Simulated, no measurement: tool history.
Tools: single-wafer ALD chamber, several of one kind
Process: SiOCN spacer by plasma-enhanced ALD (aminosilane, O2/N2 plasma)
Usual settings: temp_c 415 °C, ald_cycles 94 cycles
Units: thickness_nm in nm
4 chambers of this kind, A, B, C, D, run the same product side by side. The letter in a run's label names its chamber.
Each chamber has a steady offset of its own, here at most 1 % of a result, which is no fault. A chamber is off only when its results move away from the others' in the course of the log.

run	hour	temp_c	ald_cycles	hours since the last thermocouple change	read-back reference wafer on the same gauge, thickness_nm	thickness_nm
1A	6.0	415	94	1026.1	6.4107	5.3944
2B	9.8	415	94	976.6	6.4081	5.4342
3D	14.5	415	94	711.1	6.4067	5.3896
4C	19.5	415	94	1413.7	6.4085	5.3527
5B	25.2	415	94	992.0	6.4054	5.4446
6D	31.9	415	94	728.5	6.4046	5.3837
7A	38.0	415	81	1058.1	6.4060	4.6387
8C	41.7	415	81	1435.9	6.4034	4.6212
9D	45.3	415	81	741.9	6.4032	4.6474
10A	49.3	415	81	1069.4	6.4036	4.6361
11C	55.2	415	94	1449.4	6.4010	5.3459
12B	58.7	415	94	1025.5	6.4013	5.4277
13A	63.1	415	94	1083.2	6.4021	5.3848
14C	68.3	415	94	1462.5	6.3991	5.3592
15B	74.8	415	94	1041.6	6.3982	5.4227
16D	80.4	415	94	777.0	6.3964	5.3761
17D	87.8	415	94	784.4	6.3981	5.3699
18A	93.0	415	94	1113.1	6.3947	5.3880
19B	97.2	415	94	1064.0	6.3942	5.4263
20C	101.9	415	84	1496.1	6.3924	4.7842
21C	107.8	415	84	1502.0	6.3940	4.7895
22B	113.5	415	84	1080.3	6.3933	4.8563
23A	116.9	415	84	1137.0	6.3930	4.8023
24D	124.1	415	94	820.7	6.3916	5.3707
25A	131.3	415	94	1151.4	6.3916	5.3777
26B	136.3	415	94	1103.1	6.3887	5.4225
27D	143.2	415	94	839.8	6.3895	5.3697
28C	147.2	415	94	1541.4	6.3883	5.3555
29A	151.1	415	94	1171.2	6.3874	5.3787
30C	154.7	424	107	1548.9	6.3866	5.9123
31D	161.7	424	107	858.3	6.3868	5.9369
32B	167.1	424	107	1133.9	6.3877	5.9688
# hour 170.8: chamber A: thermocouple changed; heater temperature recalibrated
33C	171.7	424	107	1565.9	6.3843	5.9127
34A	175.2	415	94	4.4	6.3843	5.3689
35B	181.9	415	94	1148.7	6.3811	5.4063
36D	189.1	415	94	885.7	6.3808	5.3653

Next, every chamber runs the same settings. What will each give?
37A	194.5	408	94			?
37B	194.5	408	94			?
37C	194.5	408	94			?
37D	194.5	408	94			?

run	thickness_nm
37A	5.4768
37B	5.5263
37C	5.4539
37D	5.4851
